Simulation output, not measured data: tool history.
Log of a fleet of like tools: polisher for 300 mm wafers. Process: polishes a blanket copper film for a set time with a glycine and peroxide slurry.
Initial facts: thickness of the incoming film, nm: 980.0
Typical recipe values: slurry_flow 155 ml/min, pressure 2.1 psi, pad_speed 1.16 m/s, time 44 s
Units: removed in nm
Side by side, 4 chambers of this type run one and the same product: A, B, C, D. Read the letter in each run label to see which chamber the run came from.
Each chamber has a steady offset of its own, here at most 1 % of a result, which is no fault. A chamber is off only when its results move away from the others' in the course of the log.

run   hour  slurry_flow  pressure  pad_speed  time  removed
       2.7  -- chamber B: slurry nozzle cleaned
 1D    7.8          155       2.1       1.16    44   220.17
      10.0  -- chamber D: worn pad replaced by a new one
 2C   18.7          155       2.1       1.16    44   227.66
 3A   29.2          155       2.1       1.16    44   217.43
 4B   36.6          155       2.1       1.16    44   219.70
 5B   42.9          110       2.1       1.16    44   203.99
      47.8  -- chamber A: worn pad replaced by a new one
      48.0  -- chamber C: slurry nozzle cleaned
 6A   51.5          110       2.1       1.16    44   210.07
      53.7  -- chamber D: slurry nozzle cleaned
 7C   62.5          110       2.1       1.16    44   213.01
 8D   71.7          110       2.1       1.16    44   206.15
 9D   77.8          155       2.1       1.16    44   219.04
      78.3  -- chamber B: worn pad replaced by a new one
10C   88.1          155       2.1       1.16    44   225.95
11B   98.4          155       2.1       1.16    44   223.38
12A  107.1          155       2.1       0.88    44   177.93
13B  112.3          155       2.1       0.88    44   176.52
14C  120.1          155       2.1       0.88    44   181.56
15A  125.7          155       2.1       0.88    44   178.59
16D  133.7          155       2.1       1.40    44   260.08
17C  142.1          155       2.1       1.40    44   264.62
18B  150.2          155       2.1       1.40    44   255.10
     153.2  -- chamber A: worn pad replaced by a new one
19D  159.0          155       2.1       1.40    44   251.62
20A  169.8          155       2.1       1.16    44   214.51
     171.4  -- chamber B: worn pad replaced by a new one
21A  177.7          155       2.1       1.16    44   219.91
     178.9  -- chamber D: worn pad replaced by a new one
22D  187.4          155       2.1       1.16    44   221.30
23C  198.1          155       2.1       1.16    44   211.52
24B  208.6          155       2.1       1.16    44   219.08
25D  216.7          155       2.5       1.16    44   251.37
26C  225.4          155       2.5       1.16    44   248.67
     227.1  -- chamber B: head pressure recalibrated
27A  235.1          155       2.5       1.16    44   257.44
28B  247.2          155       2.5       1.16    44   255.35
     247.7  -- chamber A: slurry nozzle cleaned
29C  256.7          155       2.1       1.16    44   211.53
30D  266.2          155       2.1       1.16    44   222.92
     267.4  -- chamber A: worn pad replaced by a new one
     270.8  -- chamber B: worn pad replaced by a new one
31B  274.9          155       2.1       1.16    44   224.15
32A  286.2          155       2.1       1.16    44   221.99

Decide between three cases: one chamber stands off from its peers, the gauge reading all wafers drifts, or nothing is wrong past each chamber's small offset. Where a chamber is off, say which and what most likely put it there.

Little by little, chamber C moves away from the other chambers.
Cause: removal rate lost through wear of the pad, % = 7.26.
It could be hard to tell apart here from: slurry flow missing at the pad, %; head's pressure below its setpoint, %.

Which of the 4 candidates below, each the usual settings with something changed and its results left as question marks, puts chamber C back in line with what the other chambers give on the usual settings?
In line here means within this much of the mean the other chambers give on the usual settings: removed 9.40 nm
33C-1  294.8          155       2.1       1.08    44        ?
33C-2  294.8          155       2.2       1.22    47        ?
33C-3  294.8          155       2.2       1.20    44        ?
33C-4  294.8          155       2.1       0.96    44        ?

The other chambers' mean on the usual settings: removed 221.06 nm
  run  removed
33C-1   196.65
33C-2   240.55
33C-3   222.19
33C-4   179.48
33C-3 brings the chamber back in line.
